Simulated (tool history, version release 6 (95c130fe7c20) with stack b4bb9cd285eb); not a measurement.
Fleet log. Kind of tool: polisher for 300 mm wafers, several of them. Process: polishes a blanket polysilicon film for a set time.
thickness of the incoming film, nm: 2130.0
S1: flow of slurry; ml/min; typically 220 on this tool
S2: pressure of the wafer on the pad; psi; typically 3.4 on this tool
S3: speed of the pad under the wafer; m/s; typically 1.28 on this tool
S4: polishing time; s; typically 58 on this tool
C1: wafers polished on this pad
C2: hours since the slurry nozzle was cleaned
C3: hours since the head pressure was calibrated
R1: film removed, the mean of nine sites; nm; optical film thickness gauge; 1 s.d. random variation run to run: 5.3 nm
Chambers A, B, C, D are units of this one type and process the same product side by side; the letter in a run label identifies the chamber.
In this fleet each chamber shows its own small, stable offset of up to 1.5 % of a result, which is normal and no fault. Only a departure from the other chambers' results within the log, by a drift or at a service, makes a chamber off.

run 1B hour=7.1 | S1=220 S2=3.4 S3=1.28 S4=58 | C1=1317 C2=24.2 C3=224.2 | R1=628.64
-- hour=7.3 chamber A: worn pad replaced by a new one
run 2C hour=12 | S1=220 S2=3.4 S3=1.28 S4=58 | C1=373 C2=316.2 C3=520.3 | R1=620.99
-- hour=12.5 chamber B: worn pad replaced by a new one
run 3D hour=20.4 | S1=220 S2=3.4 S3=1.28 S4=58 | C1=427 C2=242.9 C3=735.7 | R1=631.36
run 4A hour=27 | S1=220 S2=3.4 S3=1.28 S4=58 | C1=260 C2=243.1 C3=69.3 | R1=626.42
run 5C hour=34.5 | S1=245 S2=3.4 S3=1.1 S4=58 | C1=669 C2=338.7 C3=542.8 | R1=539.74
run 6A hour=41.4 | S1=245 S2=3.4 S3=1.1 S4=58 | C1=449 C2=257.5 C3=83.7 | R1=546.97
-- hour=43.4 chamber D: worn pad replaced by a new one
run 7B hour=49.7 | S1=245 S2=3.4 S3=1.1 S4=58 | C1=489 C2=66.8 C3=266.8 | R1=548.69
run 8D hour=55.5 | S1=245 S2=3.4 S3=1.1 S4=58 | C1=159 C2=278 C3=770.8 | R1=554
run 9C hour=61.9 | S1=220 S2=3.4 S3=1.28 S4=58 | C1=1029 C2=366.1 C3=570.2 | R1=622.25
run 10A hour=66.9 | S1=220 S2=3.4 S3=1.28 S4=58 | C1=784 C2=283 C3=109.2 | R1=641.19
run 11D hour=74.8 | S1=220 S2=3.4 S3=1.28 S4=58 | C1=412 C2=297.3 C3=790.1 | R1=639.5
-- hour=77.1 chamber C: worn pad replaced by a new one
-- hour=79.8 chamber A: worn pad replaced by a new one
run 12B hour=82.5 | S1=220 S2=3.4 S3=1.28 S4=58 | C1=920 C2=99.6 C3=299.6 | R1=637.21
run 13D hour=88.7 | S1=220 S2=3.4 S3=1.28 S4=58 | C1=595 C2=311.2 C3=804 | R1=634.4
-- hour=94.1 chamber D: worn pad replaced by a new one
run 14B hour=95.6 | S1=220 S2=3.4 S3=1.28 S4=58 | C1=1092 C2=112.7 C3=312.7 | R1=629.97
-- hour=97.7 chamber D: slurry nozzle cleaned
run 15A hour=100.5 | S1=220 S2=3.4 S3=1.28 S4=58 | C1=272 C2=316.6 C3=142.8 | R1=630.13
run 16C hour=106.2 | S1=220 S2=3.4 S3=1.28 S4=58 | C1=382 C2=410.4 C3=614.5 | R1=611.18
-- hour=112.3 chamber C: head pressure recalibrated
-- hour=113.5 chamber B: worn pad replaced by a new one
run 17B hour=114.6 | S1=220 S2=3.4 S3=1.28 S4=58 | C1=15 C2=131.7 C3=331.7 | R1=629.11
run 18D hour=121.4 | S1=220 S2=3.4 S3=1.28 S4=58 | C1=359 C2=23.7 C3=836.7 | R1=644.19
run 19C hour=125.6 | S1=220 S2=3.4 S3=1.28 S4=58 | C1=638 C2=429.8 C3=13.4 | R1=637.7
run 20A hour=134.7 | S1=220 S2=3.4 S3=1.28 S4=58 | C1=722 C2=350.8 C3=177 | R1=612.27
run 21A hour=141.1 | S1=220 S2=3.4 S3=1.28 S4=58 | C1=806 C2=357.2 C3=183.4 | R1=618.18
run 22B hour=146 | S1=220 S2=3.4 S3=1.28 S4=58 | C1=428 C2=163.1 C3=363.1 | R1=623.8
-- hour=147.7 chamber A: worn pad replaced by a new one
run 23C hour=150.1 | S1=220 S2=3.4 S3=1.28 S4=58 | C1=960 C2=454.3 C3=37.9 | R1=631.56
-- hour=151.7 chamber D: worn pad replaced by a new one
run 24D hour=158.9 | S1=220 S2=3.4 S3=1.5 S4=58 | C1=95 C2=61.2 C3=874.2 | R1=749.6
-- hour=162.9 chamber C: worn pad replaced by a new one
run 25A hour=163.8 | S1=220 S2=3.4 S3=1.5 S4=58 | C1=212 C2=379.9 C3=206.1 | R1=731.23
run 26C hour=172.3 | S1=220 S2=3.4 S3=1.5 S4=58 | C1=124 C2=476.5 C3=60.1 | R1=734.28
run 27B hour=178.4 | S1=220 S2=3.4 S3=1.5 S4=58 | C1=854 C2=195.5 C3=395.5 | R1=736.09
run 28D hour=182.8 | S1=220 S2=3.4 S3=1.28 S4=58 | C1=409 C2=85.1 C3=898.1 | R1=636.02
run 29D hour=188.9 | S1=220 S2=3.4 S3=1.28 S4=58 | C1=490 C2=91.2 C3=904.2 | R1=644.16
run 30C hour=194.9 | S1=220 S2=3.4 S3=1.28 S4=58 | C1=421 C2=499.1 C3=82.7 | R1=622.76
run 31A hour=199.4 | S1=220 S2=3.4 S3=1.28 S4=58 | C1=680 C2=415.5 C3=241.7 | R1=608.71
-- hour=204.6 chamber B: worn pad replaced by a new one
-- hour=207.6 chamber A: worn pad replaced by a new one
run 32B hour=208.1 | S1=220 S2=3.4 S3=1.28 S4=58 | C1=46 C2=225.2 C3=425.2 | R1=634.34
-- hour=210.2 chamber D: worn pad replaced by a new one
run 33C hour=214.3 | S1=220 S2=3.4 S3=1.28 S4=58 | C1=676 C2=518.5 C3=102.1 | R1=627.67
run 34B hour=220.9 | S1=220 S2=3.4 S3=1.28 S4=58 | C1=215 C2=238 C3=438 | R1=626.8
run 35A hour=228.2 | S1=220 S2=3.4 S3=1.28 S4=58 | C1=271 C2=444.3 C3=270.5 | R1=598.5
run 36D hour=236.2 | S1=220 S2=3.4 S3=1.28 S4=58 | C1=342 C2=138.5 C3=951.5 | R1=635.45
run 37D hour=242.6 | S1=220 S2=3.4 S3=1.28 S4=58 | C1=426 C2=144.9 C3=957.9 | R1=647.13

Decide between three cases: one chamber stands off from its peers, the gauge reading all wafers drifts, or nothing is wrong past each chamber's small offset. Where a chamber is off, say which and what most likely put it there.

It is chamber A that slowly wanders off from its peers.
Likeliest cause: slurry flow missing at the pad, % = 39.3.
It could be hard to tell apart here from: head's pressure below its setpoint, %.

Which of the 4 candidates below, each the usual settings with something changed and its results left as question marks, puts chamber A back in line with what the other chambers give on the usual settings?
In line means no further than this from the other chambers' mean on the usual settings: R1 18 nm
run 38A-1 hour=249.2 | S1=220 S2=3.5 S3=1.34 S4=58 | R1=?
run 38A-2 hour=249.2 | S1=220 S2=3.3 S3=1.24 S4=57 | R1=?
run 38A-3 hour=249.2 | S1=220 S2=3.2 S3=1.2 S4=58 | R1=?
run 38A-4 hour=249.2 | S1=220 S2=3.6 S3=1.28 S4=62 | R1=?

The mean the other chambers reach with the usual settings: R1 630.65 nm
run=38A-1 R1=629.96
run=38A-2 R1=539.56
run=38A-3 R1=514.94
run=38A-4 R1=661.55
It is 38A-1 that realigns the chamber with its peers.
